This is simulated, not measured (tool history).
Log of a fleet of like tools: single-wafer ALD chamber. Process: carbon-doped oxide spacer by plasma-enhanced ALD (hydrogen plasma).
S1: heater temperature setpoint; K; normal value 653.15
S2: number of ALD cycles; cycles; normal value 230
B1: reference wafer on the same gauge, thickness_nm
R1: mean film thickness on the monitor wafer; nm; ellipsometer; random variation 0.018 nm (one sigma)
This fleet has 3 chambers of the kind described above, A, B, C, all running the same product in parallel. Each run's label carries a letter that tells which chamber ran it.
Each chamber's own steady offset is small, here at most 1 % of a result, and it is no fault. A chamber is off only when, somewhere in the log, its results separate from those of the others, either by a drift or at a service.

| run | hour | S1 | S2 | B1 | R1 |
|---|---|---|---|---|---|
| 1B | 11.3 | 653.15 | 230 | 12.406 | 11.446 |
| 2A | 18.1 | 653.15 | 230 | 12.41 | 11.45 |
| 3C | 29.6 | 653.15 | 230 | 12.405 | 11.561 |
| 4B | 37.3 | 653.15 | 230 | 12.415 | 11.453 |
| 5A | 45.7 | 653.15 | 230 | 12.417 | 11.448 |
| 6C | 52 | 653.15 | 230 | 12.427 | 11.569 |
| 7C | 60.7 | 653.15 | 230 | 12.418 | 11.609 |
| 8A | 67 | 653.15 | 230 | 12.426 | 11.453 |
| 9B | 75 | 653.15 | 230 | 12.428 | 11.493 |
| 10A | 86.5 | 653.15 | 230 | 12.434 | 11.464 |
| 11B | 94.5 | 653.15 | 230 | 12.437 | 11.468 |
| 12C | 105.6 | 653.15 | 230 | 12.437 | 11.56 |
| 13C | 113.5 | 653.15 | 230 | 12.444 | 11.582 |
| 14A | 119.3 | 653.15 | 230 | 12.439 | 11.461 |
| 15B | 130.5 | 664.15 | 247 | 12.446 | 12.339 |
| 16A | 137.3 | 664.15 | 247 | 12.446 | 12.307 |
| 17C | 143.2 | 664.15 | 247 | 12.452 | 12.483 |
| 18B | 154.7 | 653.15 | 230 | 12.459 | 11.489 |
| 19A | 165.1 | 653.15 | 230 | 12.458 | 11.519 |
| 20C | 170.8 | 653.15 | 230 | 12.459 | 11.626 |
| 21B | 183 | 653.15 | 230 | 12.465 | 11.475 |
| 22C | 192 | 653.15 | 230 | 12.473 | 11.625 |
| 23B | 199.3 | 653.15 | 230 | 12.474 | 11.503 |
| 24A | 210.2 | 642.15 | 230 | 12.475 | 11.509 |

Which is it: a chamber that has drifted or been left off by a service, a gauge drift common to all chambers, or only each chamber's usual small offset? If a chamber is off, name it and its likeliest cause.

The gauge drifts, so all chambers seem to drift together. No chamber is off.
Likeliest cause: gauge reads high (%) = 0.645.
